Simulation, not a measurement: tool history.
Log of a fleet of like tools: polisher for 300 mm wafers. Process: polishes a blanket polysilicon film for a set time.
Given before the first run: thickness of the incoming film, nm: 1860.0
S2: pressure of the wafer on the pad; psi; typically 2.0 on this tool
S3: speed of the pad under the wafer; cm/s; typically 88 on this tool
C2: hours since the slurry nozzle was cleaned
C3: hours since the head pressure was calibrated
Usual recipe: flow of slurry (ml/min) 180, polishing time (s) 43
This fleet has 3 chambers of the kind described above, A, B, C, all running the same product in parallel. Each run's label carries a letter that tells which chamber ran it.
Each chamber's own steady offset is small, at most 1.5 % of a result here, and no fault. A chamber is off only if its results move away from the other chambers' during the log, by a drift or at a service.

run 1B hour=5.5 | flow_of_slurry_(ml/min)=180 S2=2.0 S3=88 polishing_time_(s)=43 | wafers_polished_on_this_pad=235 C2=295.8 C3=414.3 | film_removed_(nm)=224.25
run 2A hour=17.4 | flow_of_slurry_(ml/min)=180 S2=2.0 S3=88 polishing_time_(s)=43 | wafers_polished_on_this_pad=458 C2=588.4 C3=722.9 | film_removed_(nm)=233.21
run 3C hour=29.4 | flow_of_slurry_(ml/min)=180 S2=2.0 S3=88 polishing_time_(s)=43 | wafers_polished_on_this_pad=527 C2=730.3 C3=918.6 | film_removed_(nm)=229.86
run 4A hour=36.0 | flow_of_slurry_(ml/min)=180 S2=2.0 S3=88 polishing_time_(s)=43 | wafers_polished_on_this_pad=589 C2=607.0 C3=741.5 | film_removed_(nm)=229.38
run 5B hour=43.8 | flow_of_slurry_(ml/min)=180 S2=2.0 S3=88 polishing_time_(s)=43 | wafers_polished_on_this_pad=506 C2=334.1 C3=452.6 | film_removed_(nm)=234.23
-- hour=55.3 chamber C: worn pad replaced by a new one
run 6C hour=55.8 | flow_of_slurry_(ml/min)=180 S2=2.0 S3=88 polishing_time_(s)=43 | wafers_polished_on_this_pad=3 C2=756.7 C3=945.0 | film_removed_(nm)=231.88
-- hour=61.6 chamber A: worn pad replaced by a new one
run 7C hour=67.9 | flow_of_slurry_(ml/min)=180 S2=2.0 S3=88 polishing_time_(s)=43 | wafers_polished_on_this_pad=89 C2=768.8 C3=957.1 | film_removed_(nm)=228.63
run 8A hour=80.4 | flow_of_slurry_(ml/min)=180 S2=2.0 S3=88 polishing_time_(s)=43 | wafers_polished_on_this_pad=133 C2=651.4 C3=785.9 | film_removed_(nm)=230.49
run 9B hour=91.5 | flow_of_slurry_(ml/min)=180 S2=2.0 S3=88 polishing_time_(s)=43 | wafers_polished_on_this_pad=843 C2=381.8 C3=500.3 | film_removed_(nm)=226.28
run 10B hour=98.1 | flow_of_slurry_(ml/min)=180 S2=2.0 S3=88 polishing_time_(s)=43 | wafers_polished_on_this_pad=890 C2=388.4 C3=506.9 | film_removed_(nm)=227.95
run 11C hour=103.5 | flow_of_slurry_(ml/min)=125 S2=1.4 S3=88 polishing_time_(s)=43 | wafers_polished_on_this_pad=341 C2=804.4 C3=992.7 | film_removed_(nm)=152.80
run 12A hour=109.8 | flow_of_slurry_(ml/min)=125 S2=1.4 S3=88 polishing_time_(s)=43 | wafers_polished_on_this_pad=341 C2=680.8 C3=815.3 | film_removed_(nm)=153.94
-- hour=112.0 chamber B: worn pad replaced by a new one
run 13A hour=115.3 | flow_of_slurry_(ml/min)=125 S2=1.4 S3=88 polishing_time_(s)=43 | wafers_polished_on_this_pad=379 C2=686.3 C3=820.8 | film_removed_(nm)=149.55
run 14C hour=123.7 | flow_of_slurry_(ml/min)=180 S2=2.0 S3=88 polishing_time_(s)=43 | wafers_polished_on_this_pad=483 C2=824.6 C3=1012.9 | film_removed_(nm)=242.52
run 15B hour=135.4 | flow_of_slurry_(ml/min)=180 S2=2.0 S3=88 polishing_time_(s)=43 | wafers_polished_on_this_pad=165 C2=425.7 C3=544.2 | film_removed_(nm)=224.97
-- hour=142.7 chamber C: worn pad replaced by a new one
run 16A hour=143.5 | flow_of_slurry_(ml/min)=180 S2=2.0 S3=88 polishing_time_(s)=43 | wafers_polished_on_this_pad=579 C2=714.5 C3=849.0 | film_removed_(nm)=233.26
-- hour=146.8 chamber A: slurry nozzle cleaned
run 17C hour=153.3 | flow_of_slurry_(ml/min)=180 S2=2.0 S3=88 polishing_time_(s)=43 | wafers_polished_on_this_pad=74 C2=854.2 C3=1042.5 | film_removed_(nm)=231.56
-- hour=154.7 chamber A: worn pad replaced by a new one
-- hour=159.2 chamber B: head pressure recalibrated
-- hour=159.2 chamber C: slurry nozzle cleaned
run 18B hour=160.4 | flow_of_slurry_(ml/min)=180 S2=2.0 S3=88 polishing_time_(s)=43 | wafers_polished_on_this_pad=342 C2=450.7 C3=1.3 | film_removed_(nm)=235.18
run 19B hour=168.1 | flow_of_slurry_(ml/min)=120 S2=2.0 S3=72 polishing_time_(s)=43 | wafers_polished_on_this_pad=396 C2=458.4 C3=9.0 | film_removed_(nm)=177.70
run 20C hour=177.4 | flow_of_slurry_(ml/min)=120 S2=2.0 S3=72 polishing_time_(s)=43 | wafers_polished_on_this_pad=245 C2=18.3 C3=1066.6 | film_removed_(nm)=179.48
run 21A hour=183.5 | flow_of_slurry_(ml/min)=120 S2=2.0 S3=72 polishing_time_(s)=43 | wafers_polished_on_this_pad=204 C2=36.8 C3=889.0 | film_removed_(nm)=173.20
run 22C hour=192.6 | flow_of_slurry_(ml/min)=180 S2=2.0 S3=88 polishing_time_(s)=43 | wafers_polished_on_this_pad=352 C2=33.5 C3=1081.8 | film_removed_(nm)=235.82
run 23B hour=199.0 | flow_of_slurry_(ml/min)=180 S2=2.0 S3=88 polishing_time_(s)=43 | wafers_polished_on_this_pad=615 C2=489.3 C3=39.9 | film_removed_(nm)=234.68
-- hour=208.4 chamber C: head pressure recalibrated
-- hour=209.1 chamber B: slurry nozzle cleaned
run 24A hour=209.7 | flow_of_slurry_(ml/min)=180 S2=2.0 S3=76 polishing_time_(s)=43 | wafers_polished_on_this_pad=389 C2=63.0 C3=915.2 | film_removed_(nm)=201.68
run 25B hour=219.7 | flow_of_slurry_(ml/min)=180 S2=2.0 S3=76 polishing_time_(s)=43 | wafers_polished_on_this_pad=761 C2=10.7 C3=60.6 | film_removed_(nm)=199.65
run 26A hour=225.5 | flow_of_slurry_(ml/min)=180 S2=2.0 S3=76 polishing_time_(s)=43 | wafers_polished_on_this_pad=501 C2=78.8 C3=931.0 | film_removed_(nm)=191.43
-- hour=233.9 chamber B: worn pad replaced by a new one
run 27C hour=237.0 | flow_of_slurry_(ml/min)=180 S2=2.0 S3=72 polishing_time_(s)=57 | wafers_polished_on_this_pad=666 C2=77.9 C3=28.7 | film_removed_(nm)=251.39
run 28A hour=242.6 | flow_of_slurry_(ml/min)=180 S2=2.0 S3=72 polishing_time_(s)=57 | wafers_polished_on_this_pad=622 C2=95.9 C3=948.1 | film_removed_(nm)=247.09
-- hour=243.3 chamber C: worn pad replaced by a new one
run 29B hour=249.3 | flow_of_slurry_(ml/min)=180 S2=2.0 S3=72 polishing_time_(s)=57 | wafers_polished_on_this_pad=109 C2=40.3 C3=90.2 | film_removed_(nm)=247.23
-- hour=258.2 chamber A: worn pad replaced by a new one
run 30C hour=259.9 | flow_of_slurry_(ml/min)=200 S2=2.0 S3=88 polishing_time_(s)=51 | wafers_polished_on_this_pad=117 C2=100.8 C3=51.6 | film_removed_(nm)=279.53
run 31C hour=269.8 | flow_of_slurry_(ml/min)=200 S2=2.0 S3=88 polishing_time_(s)=51 | wafers_polished_on_this_pad=187 C2=110.7 C3=61.5 | film_removed_(nm)=285.97
run 32B hour=275.3 | flow_of_slurry_(ml/min)=200 S2=2.0 S3=88 polishing_time_(s)=51 | wafers_polished_on_this_pad=293 C2=66.3 C3=116.2 | film_removed_(nm)=279.76
run 33A hour=283.3 | flow_of_slurry_(ml/min)=180 S2=2.0 S3=88 polishing_time_(s)=43 | wafers_polished_on_this_pad=177 C2=136.6 C3=988.8 | film_removed_(nm)=231.37
run 34C hour=292.3 | flow_of_slurry_(ml/min)=180 S2=2.0 S3=88 polishing_time_(s)=43 | wafers_polished_on_this_pad=346 C2=133.2 C3=84.0 | film_removed_(nm)=236.34

For the next run the whole fleet of 3 chambers uses the same settings. Give each chamber's results:
run 35A hour=301.2 | flow_of_slurry_(ml/min)=180 S2=1.7 S3=88 polishing_time_(s)=43 | film_removed_(nm)=?
run 35B hour=301.2 | flow_of_slurry_(ml/min)=180 S2=1.7 S3=88 polishing_time_(s)=43 | film_removed_(nm)=?
run 35C hour=301.2 | flow_of_slurry_(ml/min)=180 S2=1.7 S3=88 polishing_time_(s)=43 | film_removed_(nm)=?

run=35A film_removed_(nm)=190.94
run=35B film_removed_(nm)=198.79
run=35C film_removed_(nm)=197.49

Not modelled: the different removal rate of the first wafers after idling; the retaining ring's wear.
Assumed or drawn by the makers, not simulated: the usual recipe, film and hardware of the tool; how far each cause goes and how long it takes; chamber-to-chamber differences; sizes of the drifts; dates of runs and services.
